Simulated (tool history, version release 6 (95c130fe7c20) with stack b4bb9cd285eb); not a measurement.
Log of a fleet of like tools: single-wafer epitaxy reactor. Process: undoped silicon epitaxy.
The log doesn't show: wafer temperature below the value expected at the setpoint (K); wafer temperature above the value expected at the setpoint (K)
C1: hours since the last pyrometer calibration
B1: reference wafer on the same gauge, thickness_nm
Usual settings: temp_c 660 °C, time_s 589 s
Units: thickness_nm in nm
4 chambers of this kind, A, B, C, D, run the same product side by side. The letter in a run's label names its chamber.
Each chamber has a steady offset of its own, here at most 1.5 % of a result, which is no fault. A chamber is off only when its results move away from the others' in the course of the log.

{"run": "1B", "day": 0.133, "temp_c": 660, "time_s": 589, "C1": 1071.0, "B1": 130.99, "thickness_nm": 123.43}
{"run": "2A", "day": 0.275, "temp_c": 660, "time_s": 589, "C1": 2437.3, "B1": 130.96, "thickness_nm": 121.9}
{"run": "3C", "day": 0.379, "temp_c": 660, "time_s": 589, "C1": 298.0, "B1": 130.97, "thickness_nm": 121.35}
{"run": "4D", "day": 0.479, "temp_c": 660, "time_s": 589, "C1": 1349.5, "B1": 130.94, "thickness_nm": 122.58}
{"run": "5A", "day": 0.658, "temp_c": 660, "time_s": 589, "C1": 2446.5, "B1": 130.95, "thickness_nm": 121.79}
{"run": "6B", "day": 0.858, "temp_c": 653, "time_s": 589, "C1": 1088.4, "B1": 130.92, "thickness_nm": 106.17}
{"run": "7C", "day": 1.046, "temp_c": 653, "time_s": 589, "C1": 314.0, "B1": 130.89, "thickness_nm": 104.45}
{"run": "8D", "day": 1.238, "temp_c": 653, "time_s": 589, "C1": 1367.7, "B1": 130.92, "thickness_nm": 105.32}
{"run": "9C", "day": 1.421, "temp_c": 653, "time_s": 589, "C1": 323.0, "B1": 130.91, "thickness_nm": 104.49}
{"run": "10B", "day": 1.6, "temp_c": 660, "time_s": 589, "C1": 1106.2, "B1": 130.85, "thickness_nm": 123.22}
{"run": "11A", "day": 1.754, "temp_c": 667, "time_s": 589, "C1": 2472.8, "B1": 130.87, "thickness_nm": 140.85}
{"run": "12D", "day": 1.862, "temp_c": 667, "time_s": 589, "C1": 1382.7, "B1": 130.86, "thickness_nm": 142.02}
{"run": "13A", "day": 2.025, "temp_c": 667, "time_s": 589, "C1": 2479.3, "B1": 130.83, "thickness_nm": 140.84}
{"run": "14B", "day": 2.242, "temp_c": 667, "time_s": 589, "C1": 1121.6, "B1": 130.83, "thickness_nm": 143.07}
{"run": "15C", "day": 2.433, "temp_c": 660, "time_s": 589, "C1": 347.3, "B1": 130.81, "thickness_nm": 121.2}
{"run": "16D", "day": 2.546, "temp_c": 660, "time_s": 507, "C1": 1399.1, "B1": 130.82, "thickness_nm": 105.2}
{"run": "17A", "day": 2.704, "temp_c": 660, "time_s": 507, "C1": 2495.6, "B1": 130.73, "thickness_nm": 104.74}
{"run": "18C", "day": 2.854, "temp_c": 660, "time_s": 507, "C1": 357.4, "B1": 130.78, "thickness_nm": 104.43}
{"run": "19D", "day": 2.996, "temp_c": 660, "time_s": 507, "C1": 1409.9, "B1": 130.77, "thickness_nm": 105.21}
{"run": "20B", "day": 3.121, "temp_c": 660, "time_s": 589, "C1": 1142.7, "B1": 130.73, "thickness_nm": 123.36}
{"run": "21B", "day": 3.321, "temp_c": 660, "time_s": 589, "C1": 1147.5, "B1": 130.71, "thickness_nm": 123.46}
{"run": "22A", "day": 3.462, "temp_c": 660, "time_s": 628, "C1": 2513.8, "B1": 130.7, "thickness_nm": 129.67}
{"run": "23D", "day": 3.625, "temp_c": 660, "time_s": 628, "C1": 1425.0, "B1": 130.68, "thickness_nm": 130.22}
{"run": "24C", "day": 3.804, "temp_c": 660, "time_s": 628, "C1": 380.2, "B1": 130.71, "thickness_nm": 129.3}
{"run": "25C", "day": 3.954, "temp_c": 660, "time_s": 628, "C1": 383.8, "B1": 130.68, "thickness_nm": 129.07}
{"run": "26A", "day": 4.058, "temp_c": 660, "time_s": 589, "C1": 2528.1, "B1": 130.66, "thickness_nm": 121.55}
{"run": "27D", "day": 4.25, "temp_c": 660, "time_s": 589, "C1": 1440.0, "B1": 130.61, "thickness_nm": 122.25}
{"run": "28B", "day": 4.362, "temp_c": 660, "time_s": 589, "C1": 1172.5, "B1": 130.59, "thickness_nm": 123.41}
{"run": "29D", "day": 4.579, "temp_c": 660, "time_s": 589, "C1": 1447.9, "B1": 130.58, "thickness_nm": 122.25}
{"run": "30B", "day": 4.704, "temp_c": 651, "time_s": 589, "C1": 1180.7, "B1": 130.56, "thickness_nm": 101.45}
{"run": "31A", "day": 4.888, "temp_c": 651, "time_s": 589, "C1": 2548.0, "B1": 130.57, "thickness_nm": 100.34}
{"run": "32C", "day": 5.029, "temp_c": 651, "time_s": 589, "C1": 409.6, "B1": 130.54, "thickness_nm": 99.882}
{"run": "33A", "day": 5.183, "temp_c": 651, "time_s": 589, "C1": 2555.1, "B1": 130.56, "thickness_nm": 100.17}
{"run": "34B", "day": 5.338, "temp_c": 660, "time_s": 589, "C1": 1195.9, "B1": 130.53, "thickness_nm": 123.25}
{"run": "35C", "day": 5.471, "temp_c": 660, "time_s": 589, "C1": 420.2, "B1": 130.5, "thickness_nm": 121.16}
{"run": "36D", "day": 5.596, "temp_c": 660, "time_s": 589, "C1": 1472.3, "B1": 130.55, "thickness_nm": 122.08}
{"run": "37D", "day": 5.762, "temp_c": 670, "time_s": 625, "C1": 1476.3, "B1": 130.51, "thickness_nm": 160.05}
{"run": "38C", "day": 5.921, "temp_c": 670, "time_s": 625, "C1": 431.0, "B1": 130.48, "thickness_nm": 158.55}
{"run": "39A", "day": 6.021, "temp_c": 670, "time_s": 625, "C1": 2575.2, "B1": 130.5, "thickness_nm": 158.73}
{"run": "40B", "day": 6.158, "temp_c": 670, "time_s": 625, "C1": 1215.6, "B1": 130.5, "thickness_nm": 161.27}
{"run": "41D", "day": 6.3, "temp_c": 668, "time_s": 673, "C1": 1489.2, "B1": 130.44, "thickness_nm": 165.01}

What goes on in this fleet: one chamber off, a drifting gauge, or nothing beyond the chambers' own small offsets? Name the chamber and the cause, if any.

The gauge drifts, so all chambers seem to drift together. No chamber is off.
Cause: gauge reads low (%) = 0.428.
